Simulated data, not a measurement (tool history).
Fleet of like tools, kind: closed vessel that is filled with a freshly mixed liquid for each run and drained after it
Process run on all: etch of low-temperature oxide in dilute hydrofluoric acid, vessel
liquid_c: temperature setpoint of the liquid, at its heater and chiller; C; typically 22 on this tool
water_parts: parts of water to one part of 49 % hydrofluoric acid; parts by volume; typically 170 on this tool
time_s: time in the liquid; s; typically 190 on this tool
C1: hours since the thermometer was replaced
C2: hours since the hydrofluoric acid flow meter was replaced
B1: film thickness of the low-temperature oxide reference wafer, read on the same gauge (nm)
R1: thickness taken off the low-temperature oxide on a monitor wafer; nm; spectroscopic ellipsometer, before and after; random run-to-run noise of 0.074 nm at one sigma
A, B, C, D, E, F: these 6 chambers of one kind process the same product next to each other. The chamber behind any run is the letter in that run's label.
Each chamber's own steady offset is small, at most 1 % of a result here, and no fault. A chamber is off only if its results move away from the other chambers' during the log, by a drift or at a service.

{"run": "1D", "hour": 6.4, "liquid_c": 22, "water_parts": 170, "time_s": 190, "C1": 941.3, "C2": 120, "B1": 100, "R1": 11.284}
{"run": "2E", "hour": 15.9, "liquid_c": 22, "water_parts": 170, "time_s": 190, "C1": 1389.1, "C2": 225.8, "B1": 99.986, "R1": 10.946}
{"run": "3C", "hour": 25.5, "liquid_c": 22, "water_parts": 170, "time_s": 190, "C1": 229, "C2": 370.9, "B1": 100.02, "R1": 11.062}
{"run": "4B", "hour": 35.5, "liquid_c": 22, "water_parts": 170, "time_s": 190, "C1": 56.1, "C2": 263.5, "B1": 99.99, "R1": 11.119}
{"run": "5A", "hour": 42.0, "liquid_c": 22, "water_parts": 170, "time_s": 190, "C1": 2365.3, "C2": 1040.7, "B1": 100, "R1": 10.926}
{"run": "6F", "hour": 49.2, "liquid_c": 22, "water_parts": 170, "time_s": 190, "C1": 2786.8, "C2": 1285, "B1": 100, "R1": 11.099}
{"run": "7D", "hour": 60.3, "liquid_c": 22, "water_parts": 170, "time_s": 190, "C1": 995.2, "C2": 173.9, "B1": 99.996, "R1": 11.182}
{"run": "8E", "hour": 68.6, "liquid_c": 22, "water_parts": 170, "time_s": 190, "C1": 1441.8, "C2": 278.5, "B1": 100.02, "R1": 11.082}
{"run": "9A", "hour": 79.0, "liquid_c": 22, "water_parts": 170, "time_s": 190, "C1": 2402.3, "C2": 1077.7, "B1": 100.01, "R1": 10.876}
{"run": "10F", "hour": 91.1, "liquid_c": 22, "water_parts": 170, "time_s": 190, "C1": 2828.7, "C2": 1326.9, "B1": 99.99, "R1": 11.189}
{"run": "11C", "hour": 98.8, "liquid_c": 22, "water_parts": 170, "time_s": 190, "C1": 302.3, "C2": 444.2, "B1": 100.01, "R1": 11.117}
{"run": "12B", "hour": 106.4, "liquid_c": 22, "water_parts": 170, "time_s": 190, "C1": 127, "C2": 334.4, "B1": 99.995, "R1": 11.287}
{"run": "13E", "hour": 115.8, "liquid_c": 22, "water_parts": 170, "time_s": 190, "C1": 1489, "C2": 325.7, "B1": 100, "R1": 11.111}
{"run": "14D", "hour": 126.8, "liquid_c": 22, "water_parts": 170, "time_s": 190, "C1": 1061.7, "C2": 240.4, "B1": 100.01, "R1": 11.02}
{"run": "15B", "hour": 134.9, "liquid_c": 22, "water_parts": 170, "time_s": 190, "C1": 155.5, "C2": 362.9, "B1": 100.03, "R1": 11.204}
{"run": "16C", "hour": 140.9, "liquid_c": 22, "water_parts": 170, "time_s": 190, "C1": 344.4, "C2": 486.3, "B1": 99.999, "R1": 11.203}
{"run": "17A", "hour": 152.1, "liquid_c": 22, "water_parts": 125, "time_s": 125, "C1": 2475.4, "C2": 1150.8, "B1": 99.995, "R1": 10.411}
{"run": "18F", "hour": 161.5, "liquid_c": 22, "water_parts": 125, "time_s": 125, "C1": 2899.1, "C2": 1397.3, "B1": 100, "R1": 10.544}
{"run": "19F", "hour": 174.0, "liquid_c": 22, "water_parts": 125, "time_s": 125, "C1": 2911.6, "C2": 1409.8, "B1": 100.01, "R1": 10.617}
{"run": "20A", "hour": 183.9, "liquid_c": 22, "water_parts": 125, "time_s": 125, "C1": 2507.2, "C2": 1182.6, "B1": 100, "R1": 10.394}
{"run": "21B", "hour": 192.9, "liquid_c": 22, "water_parts": 125, "time_s": 125, "C1": 213.5, "C2": 420.9, "B1": 100, "R1": 10.461}
{"run": "22C", "hour": 200.2, "liquid_c": 22, "water_parts": 125, "time_s": 125, "C1": 403.7, "C2": 545.6, "B1": 100.02, "R1": 10.474}
{"run": "23E", "hour": 212.7, "liquid_c": 22, "water_parts": 170, "time_s": 190, "C1": 1585.9, "C2": 422.6, "B1": 100.01, "R1": 11.183}
{"run": "24D", "hour": 223.1, "liquid_c": 22, "water_parts": 170, "time_s": 190, "C1": 1158, "C2": 336.7, "B1": 99.997, "R1": 10.776}
{"run": "25F", "hour": 231.4, "liquid_c": 22, "water_parts": 170, "time_s": 190, "C1": 2969, "C2": 1467.2, "B1": 99.981, "R1": 11.358}
{"run": "26B", "hour": 238.0, "liquid_c": 22, "water_parts": 170, "time_s": 190, "C1": 258.6, "C2": 466, "B1": 100.01, "R1": 11.221}
{"run": "27A", "hour": 245.9, "liquid_c": 22, "water_parts": 170, "time_s": 190, "C1": 2569.2, "C2": 1244.6, "B1": 99.988, "R1": 10.997}
{"run": "28D", "hour": 253.3, "liquid_c": 22, "water_parts": 170, "time_s": 190, "C1": 1188.2, "C2": 366.9, "B1": 99.985, "R1": 10.801}
{"hour": 253.9, "done": "chamber F: thermometer replaced"}
{"run": "29C", "hour": 260.7, "liquid_c": 22, "water_parts": 170, "time_s": 190, "C1": 464.2, "C2": 606.1, "B1": 99.997, "R1": 11.262}
{"run": "30E", "hour": 268.3, "liquid_c": 22, "water_parts": 170, "time_s": 190, "C1": 1641.5, "C2": 478.2, "B1": 99.989, "R1": 10.99}
{"run": "31A", "hour": 278.0, "liquid_c": 22, "water_parts": 170, "time_s": 190, "C1": 2601.3, "C2": 1276.7, "B1": 100, "R1": 10.925}
{"hour": 278.3, "done": "chamber E: hydrofluoric acid flow meter replaced"}
{"run": "32F", "hour": 286.5, "liquid_c": 22, "water_parts": 170, "time_s": 190, "C1": 32.6, "C2": 1522.3, "B1": 100.01, "R1": 11.215}
{"run": "33C", "hour": 298.8, "liquid_c": 22, "water_parts": 170, "time_s": 190, "C1": 502.3, "C2": 644.2, "B1": 99.983, "R1": 11.215}
{"run": "34B", "hour": 309.7, "liquid_c": 22, "water_parts": 170, "time_s": 190, "C1": 330.3, "C2": 537.7, "B1": 100.01, "R1": 11.104}
{"run": "35D", "hour": 316.8, "liquid_c": 22, "water_parts": 170, "time_s": 190, "C1": 1251.7, "C2": 430.4, "B1": 99.995, "R1": 10.521}
{"run": "36E", "hour": 327.5, "liquid_c": 22, "water_parts": 170, "time_s": 190, "C1": 1700.7, "C2": 49.2, "B1": 100, "R1": 11.082}
{"hour": 329.5, "done": "chamber A: thermometer replaced"}
{"run": "37E", "hour": 334.4, "liquid_c": 22, "water_parts": 170, "time_s": 190, "C1": 1707.6, "C2": 56.1, "B1": 99.996, "R1": 11.126}
{"run": "38B", "hour": 342.0, "liquid_c": 22, "water_parts": 170, "time_s": 190, "C1": 362.6, "C2": 570, "B1": 99.991, "R1": 11.2}
{"run": "39D", "hour": 355.2, "liquid_c": 22, "water_parts": 170, "time_s": 190, "C1": 1290.1, "C2": 468.8, "B1": 99.986, "R1": 10.457}
{"run": "40F", "hour": 362.8, "liquid_c": 22, "water_parts": 170, "time_s": 190, "C1": 108.9, "C2": 1598.6, "B1": 99.993, "R1": 11.442}
{"run": "41C", "hour": 376.0, "liquid_c": 22, "water_parts": 170, "time_s": 190, "C1": 579.5, "C2": 721.4, "B1": 100, "R1": 11.214}
{"run": "42A", "hour": 383.3, "liquid_c": 22, "water_parts": 225, "time_s": 190, "C1": 53.8, "C2": 1382, "B1": 99.976, "R1": 7.875}

Is one chamber off against the others, does the gauge drift, or is nothing wrong? If a chamber is off, say which, and what the likeliest cause is.

It is chamber D that slowly wanders off from its peers.
What lies behind it: liquid colder than its thermometer reads (K) = 1.65.
The log may not tell that from: hydrofluoric acid flow below the setpoint (%).

Which of the 4 candidates below, each the usual settings with something changed and its results left as question marks, puts chamber D back in line with what the other chambers give on the usual settings?
In line means no further than this from the other chambers' mean on the usual settings: R1 0.26 nm
{"run": "43D-1", "hour": 393.2, "liquid_c": 22, "water_parts": 180, "time_s": 190, "R1": "?"}
{"run": "43D-2", "hour": 393.2, "liquid_c": 25, "water_parts": 170, "time_s": 190, "R1": "?"}
{"run": "43D-3", "hour": 393.2, "liquid_c": 22, "water_parts": 170, "time_s": 170, "R1": "?"}
{"run": "43D-4", "hour": 393.2, "liquid_c": 22, "water_parts": 160, "time_s": 190, "R1": "?"}

Average result of the remaining chambers running the usual settings: R1 11.141 nm
run=43D-1 R1=9.7444
run=43D-2 R1=11.677
run=43D-3 R1=9.3168
run=43D-4 R1=11.166
It is 43D-4 that realigns the chamber with its peers.

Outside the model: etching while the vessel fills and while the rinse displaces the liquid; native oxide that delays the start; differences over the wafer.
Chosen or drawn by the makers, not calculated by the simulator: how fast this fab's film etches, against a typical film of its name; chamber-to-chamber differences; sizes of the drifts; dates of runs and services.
